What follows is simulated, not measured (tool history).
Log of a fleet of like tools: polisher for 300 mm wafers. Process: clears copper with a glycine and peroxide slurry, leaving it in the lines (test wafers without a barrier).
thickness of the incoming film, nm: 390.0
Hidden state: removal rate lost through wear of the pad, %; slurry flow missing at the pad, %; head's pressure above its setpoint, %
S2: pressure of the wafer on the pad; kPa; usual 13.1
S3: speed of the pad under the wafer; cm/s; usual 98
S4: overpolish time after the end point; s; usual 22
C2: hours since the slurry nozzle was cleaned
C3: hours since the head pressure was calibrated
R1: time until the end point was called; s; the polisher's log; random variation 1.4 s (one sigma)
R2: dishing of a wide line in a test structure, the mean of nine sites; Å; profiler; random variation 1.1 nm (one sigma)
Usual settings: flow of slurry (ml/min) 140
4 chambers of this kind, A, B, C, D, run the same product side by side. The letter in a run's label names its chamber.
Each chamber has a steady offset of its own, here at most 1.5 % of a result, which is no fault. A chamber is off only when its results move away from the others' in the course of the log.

{"run": "1C", "hour": 8.5, "flow of slurry (ml/min)": 140, "S2": 13.1, "S3": 98, "S4": 22, "wafers polished on this pad": 522, "C2": 98.6, "C3": 116.1, "R1": 113.39, "R2": 464.36}
{"run": "2B", "hour": 15.9, "flow of slurry (ml/min)": 140, "S2": 13.1, "S3": 98, "S4": 22, "wafers polished on this pad": 346, "C2": 265.3, "C3": 1466.6, "R1": 112.52, "R2": 487.67}
{"run": "3D", "hour": 21.7, "flow of slurry (ml/min)": 140, "S2": 13.1, "S3": 98, "S4": 22, "wafers polished on this pad": 1420, "C2": 147.2, "C3": 368.0, "R1": 110.49, "R2": 457.42}
{"run": "4A", "hour": 28.5, "flow of slurry (ml/min)": 140, "S2": 13.1, "S3": 98, "S4": 22, "wafers polished on this pad": 698, "C2": 313.7, "C3": 874.5, "R1": 110.03, "R2": 479.72}
{"run": "5C", "hour": 36.0, "flow of slurry (ml/min)": 140, "S2": 13.1, "S3": 98, "S4": 22, "wafers polished on this pad": 656, "C2": 126.1, "C3": 143.6, "R1": 110.96, "R2": 463.75}
{"run": "6A", "hour": 39.9, "flow of slurry (ml/min)": 140, "S2": 13.1, "S3": 98, "S4": 22, "wafers polished on this pad": 754, "C2": 325.1, "C3": 885.9, "R1": 109.8, "R2": 473.93}
{"hour": 43.1, "done": "chamber D: worn pad replaced by a new one"}
{"hour": 44.2, "done": "chamber C: worn pad replaced by a new one"}
{"run": "7B", "hour": 47.5, "flow of slurry (ml/min)": 140, "S2": 13.1, "S3": 98, "S4": 22, "wafers polished on this pad": 500, "C2": 296.9, "C3": 1498.2, "R1": 110.75, "R2": 471.66}
{"run": "8D", "hour": 55.0, "flow of slurry (ml/min)": 140, "S2": 13.1, "S3": 98, "S4": 22, "wafers polished on this pad": 58, "C2": 180.5, "C3": 401.3, "R1": 110.95, "R2": 454.01}
{"run": "9C", "hour": 60.0, "flow of slurry (ml/min)": 140, "S2": 13.1, "S3": 98, "S4": 22, "wafers polished on this pad": 77, "C2": 150.1, "C3": 167.6, "R1": 110.41, "R2": 466.1}
{"run": "10A", "hour": 67.5, "flow of slurry (ml/min)": 140, "S2": 13.1, "S3": 98, "S4": 22, "wafers polished on this pad": 889, "C2": 352.7, "C3": 913.5, "R1": 110.67, "R2": 475.76}
{"run": "11B", "hour": 73.1, "flow of slurry (ml/min)": 140, "S2": 13.1, "S3": 98, "S4": 22, "wafers polished on this pad": 626, "C2": 322.5, "C3": 1523.8, "R1": 109.61, "R2": 457.3}
{"run": "12D", "hour": 79.3, "flow of slurry (ml/min)": 140, "S2": 13.1, "S3": 98, "S4": 22, "wafers polished on this pad": 177, "C2": 204.8, "C3": 425.6, "R1": 110.43, "R2": 491.09}
{"hour": 81.9, "done": "chamber B: head pressure recalibrated"}
{"hour": 83.6, "done": "chamber A: worn pad replaced by a new one"}
{"run": "13D", "hour": 86.5, "flow of slurry (ml/min)": 140, "S2": 13.1, "S3": 98, "S4": 22, "wafers polished on this pad": 212, "C2": 212.0, "C3": 432.8, "R1": 109.14, "R2": 478.41}
{"run": "14A", "hour": 91.3, "flow of slurry (ml/min)": 140, "S2": 13.1, "S3": 98, "S4": 22, "wafers polished on this pad": 38, "C2": 376.5, "C3": 937.3, "R1": 109.55, "R2": 455.01}
{"run": "15C", "hour": 96.1, "flow of slurry (ml/min)": 140, "S2": 13.1, "S3": 98, "S4": 22, "wafers polished on this pad": 254, "C2": 186.2, "C3": 203.7, "R1": 111.41, "R2": 462.16}
{"run": "16B", "hour": 101.2, "flow of slurry (ml/min)": 140, "S2": 13.1, "S3": 98, "S4": 22, "wafers polished on this pad": 763, "C2": 350.6, "C3": 19.3, "R1": 109.57, "R2": 459.13}
{"run": "17D", "hour": 105.7, "flow of slurry (ml/min)": 140, "S2": 13.1, "S3": 98, "S4": 22, "wafers polished on this pad": 306, "C2": 231.2, "C3": 452.0, "R1": 111.53, "R2": 457.51}
{"run": "18A", "hour": 112.4, "flow of slurry (ml/min)": 180, "S2": 16.5, "S3": 98, "S4": 22, "wafers polished on this pad": 141, "C2": 397.6, "C3": 958.4, "R1": 88.152, "R2": 567.46}
{"run": "19C", "hour": 118.6, "flow of slurry (ml/min)": 180, "S2": 16.5, "S3": 98, "S4": 22, "wafers polished on this pad": 364, "C2": 208.7, "C3": 226.2, "R1": 91.27, "R2": 550.65}
{"run": "20B", "hour": 126.3, "flow of slurry (ml/min)": 180, "S2": 16.5, "S3": 98, "S4": 22, "wafers polished on this pad": 886, "C2": 375.7, "C3": 44.4, "R1": 89.287, "R2": 538.94}
{"run": "21D", "hour": 131.3, "flow of slurry (ml/min)": 180, "S2": 16.5, "S3": 98, "S4": 22, "wafers polished on this pad": 431, "C2": 256.8, "C3": 477.6, "R1": 88.645, "R2": 550.4}
{"run": "22A", "hour": 136.3, "flow of slurry (ml/min)": 140, "S2": 13.1, "S3": 98, "S4": 22, "wafers polished on this pad": 257, "C2": 421.5, "C3": 982.3, "R1": 108.1, "R2": 475.68}
{"run": "23C", "hour": 144.3, "flow of slurry (ml/min)": 140, "S2": 13.1, "S3": 98, "S4": 22, "wafers polished on this pad": 489, "C2": 234.4, "C3": 251.9, "R1": 108.83, "R2": 465.53}
{"run": "24B", "hour": 150.8, "flow of slurry (ml/min)": 140, "S2": 13.1, "S3": 98, "S4": 22, "wafers polished on this pad": 1005, "C2": 400.2, "C3": 68.9, "R1": 112.7, "R2": 484.39}
{"run": "25C", "hour": 154.9, "flow of slurry (ml/min)": 140, "S2": 13.1, "S3": 98, "S4": 22, "wafers polished on this pad": 541, "C2": 245.0, "C3": 262.5, "R1": 109.98, "R2": 433.44}
{"run": "26A", "hour": 159.0, "flow of slurry (ml/min)": 140, "S2": 13.1, "S3": 98, "S4": 22, "wafers polished on this pad": 368, "C2": 444.2, "C3": 1005.0, "R1": 110.36, "R2": 476.6}
{"run": "27D", "hour": 165.1, "flow of slurry (ml/min)": 140, "S2": 13.1, "S3": 98, "S4": 22, "wafers polished on this pad": 596, "C2": 290.6, "C3": 511.4, "R1": 112.22, "R2": 439.57}
{"hour": 167.5, "done": "chamber B: slurry nozzle cleaned"}
{"hour": 171.4, "done": "chamber A: head pressure recalibrated"}
{"run": "28B", "hour": 171.8, "flow of slurry (ml/min)": 140, "S2": 13.1, "S3": 98, "S4": 22, "wafers polished on this pad": 1108, "C2": 4.3, "C3": 89.9, "R1": 110.1, "R2": 476.23}
{"run": "29D", "hour": 177.8, "flow of slurry (ml/min)": 140, "S2": 13.1, "S3": 98, "S4": 22, "wafers polished on this pad": 658, "C2": 303.3, "C3": 524.1, "R1": 111.2, "R2": 473.19}
{"run": "30A", "hour": 185.5, "flow of slurry (ml/min)": 140, "S2": 13.1, "S3": 98, "S4": 22, "wafers polished on this pad": 498, "C2": 470.7, "C3": 14.1, "R1": 113.1, "R2": 479.82}
{"hour": 186.8, "done": "chamber C: worn pad replaced by a new one"}
{"run": "31C", "hour": 191.7, "flow of slurry (ml/min)": 140, "S2": 13.1, "S3": 98, "S4": 22, "wafers polished on this pad": 24, "C2": 281.8, "C3": 299.3, "R1": 109.46, "R2": 472.63}
{"run": "32B", "hour": 200.3, "flow of slurry (ml/min)": 140, "S2": 13.1, "S3": 98, "S4": 22, "wafers polished on this pad": 1247, "C2": 32.8, "C3": 118.4, "R1": 107.72, "R2": 467.77}

Is one chamber off against the others, does the gauge drift, or is nothing wrong? If a chamber is off, say which, and what the likeliest cause is.

No chamber stands off beyond its own small offset, and the gauge holds steady.
